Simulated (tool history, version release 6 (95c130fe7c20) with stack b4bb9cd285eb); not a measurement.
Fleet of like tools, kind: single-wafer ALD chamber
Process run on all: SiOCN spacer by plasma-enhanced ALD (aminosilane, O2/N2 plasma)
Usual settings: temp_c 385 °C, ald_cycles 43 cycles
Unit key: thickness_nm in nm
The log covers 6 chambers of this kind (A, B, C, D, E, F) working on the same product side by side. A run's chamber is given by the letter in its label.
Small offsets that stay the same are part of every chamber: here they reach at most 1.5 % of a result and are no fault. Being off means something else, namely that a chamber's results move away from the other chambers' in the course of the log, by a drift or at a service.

| run | hour | temp_c | ald_cycles | hours since the last thermocouple change | read-back reference wafer on the same gauge, thickness_nm | thickness_nm |
|---|---|---|---|---|---|---|
| 1E | 5.9 | 385 | 43 | 485.9 | 2.1099 | 2.5821 |
| 2A | 14.7 | 385 | 43 | 822.4 | 2.1100 | 2.5939 |
| 3C | 23.2 | 385 | 43 | 1715.8 | 2.1102 | 2.5529 |
| 4D | 30.6 | 385 | 43 | 2743.5 | 2.1108 | 2.6150 |
| 5F | 40.3 | 385 | 43 | 947.8 | 2.1106 | 2.5733 |
| 6B | 51.0 | 385 | 43 | 388.7 | 2.1100 | 2.5901 |
| 7D | 58.0 | 385 | 43 | 2770.9 | 2.1100 | 2.5975 |
| 8F | 63.9 | 371 | 47 | 971.4 | 2.1098 | 2.8008 |
| 9C | 74.1 | 371 | 47 | 1766.7 | 2.1099 | 2.7897 |
| 10E | 80.9 | 371 | 47 | 560.9 | 2.1085 | 2.8238 |
| 11B | 91.2 | 371 | 47 | 428.9 | 2.1100 | 2.8238 |
| 12A | 101.5 | 371 | 47 | 909.2 | 2.1107 | 2.8350 |
| 13E | 108.7 | 371 | 47 | 588.7 | 2.1107 | 2.8187 |
| 14D | 120.3 | 385 | 43 | 2833.2 | 2.1101 | 2.6045 |
| 15F | 127.0 | 385 | 43 | 1034.5 | 2.1111 | 2.5792 |
| 16A | 135.1 | 385 | 43 | 942.8 | 2.1103 | 2.6021 |
|  | 138.6 | chamber D: thermocouple changed; heater temperature recalibrated |
| 17B | 141.0 | 385 | 43 | 478.7 | 2.1099 | 2.5820 |
| 18C | 149.4 | 385 | 43 | 1842.0 | 2.1083 | 2.5718 |
| 19F | 161.5 | 385 | 43 | 1069.0 | 2.1096 | 2.5696 |
| 20D | 171.8 | 385 | 43 | 33.2 | 2.1105 | 2.5914 |
| 21B | 183.6 | 385 | 36 | 521.3 | 2.1095 | 2.1565 |
| 22C | 192.1 | 385 | 36 | 1884.7 | 2.1091 | 2.1539 |
| 23A | 202.3 | 385 | 36 | 1010.0 | 2.1096 | 2.1888 |
| 24E | 212.3 | 385 | 36 | 692.3 | 2.1091 | 2.1693 |
| 25E | 222.0 | 385 | 36 | 702.0 | 2.1096 | 2.1678 |
|  | 227.3 | chamber A: thermocouple changed; heater temperature recalibrated |
| 26A | 228.7 | 385 | 36 | 1.4 | 2.1101 | 2.1784 |
| 27D | 236.9 | 385 | 43 | 98.3 | 2.1096 | 2.6001 |
| 28F | 247.8 | 392 | 40 | 1155.3 | 2.1112 | 2.3905 |
| 29B | 258.4 | 392 | 40 | 596.1 | 2.1093 | 2.3990 |
| 30C | 267.4 | 392 | 40 | 1960.0 | 2.1094 | 2.3922 |
| 31D | 273.4 | 392 | 40 | 134.8 | 2.1106 | 2.4172 |
| 32A | 279.8 | 392 | 40 | 52.5 | 2.1090 | 2.4232 |
| 33B | 286.6 | 392 | 40 | 624.3 | 2.1110 | 2.4172 |
| 34F | 297.3 | 385 | 43 | 1204.8 | 2.1084 | 2.5680 |
| 35C | 307.6 | 385 | 43 | 2000.2 | 2.1103 | 2.5651 |
| 36E | 313.8 | 385 | 43 | 793.8 | 2.1124 | 2.5805 |
| 37D | 319.8 | 378 | 48 | 181.2 | 2.1106 | 2.9060 |
| 38E | 328.2 | 378 | 48 | 808.2 | 2.1104 | 2.8962 |
| 39A | 335.1 | 378 | 48 | 107.8 | 2.1098 | 2.9086 |
| 40F | 345.2 | 378 | 48 | 1252.7 | 2.1106 | 2.8515 |
| 41C | 355.3 | 378 | 48 | 2047.9 | 2.1108 | 2.8555 |

The same settings go to every chamber for the next run, one line per chamber below. Forecast the results for each:
| 42A | 364.1 | 385 | 50 |  |  | ? |
| 42B | 364.1 | 385 | 50 |  |  | ? |
| 42C | 364.1 | 385 | 50 |  |  | ? |
| 42D | 364.1 | 385 | 50 |  |  | ? |
| 42E | 364.1 | 385 | 50 |  |  | ? |
| 42F | 364.1 | 385 | 50 |  |  | ? |

| run | thickness_nm |
|---|---|
| 42A | 3.0207 |
| 42B | 2.9916 |
| 42C | 2.9874 |
| 42D | 3.0292 |
| 42E | 2.9898 |
| 42F | 2.9750 |
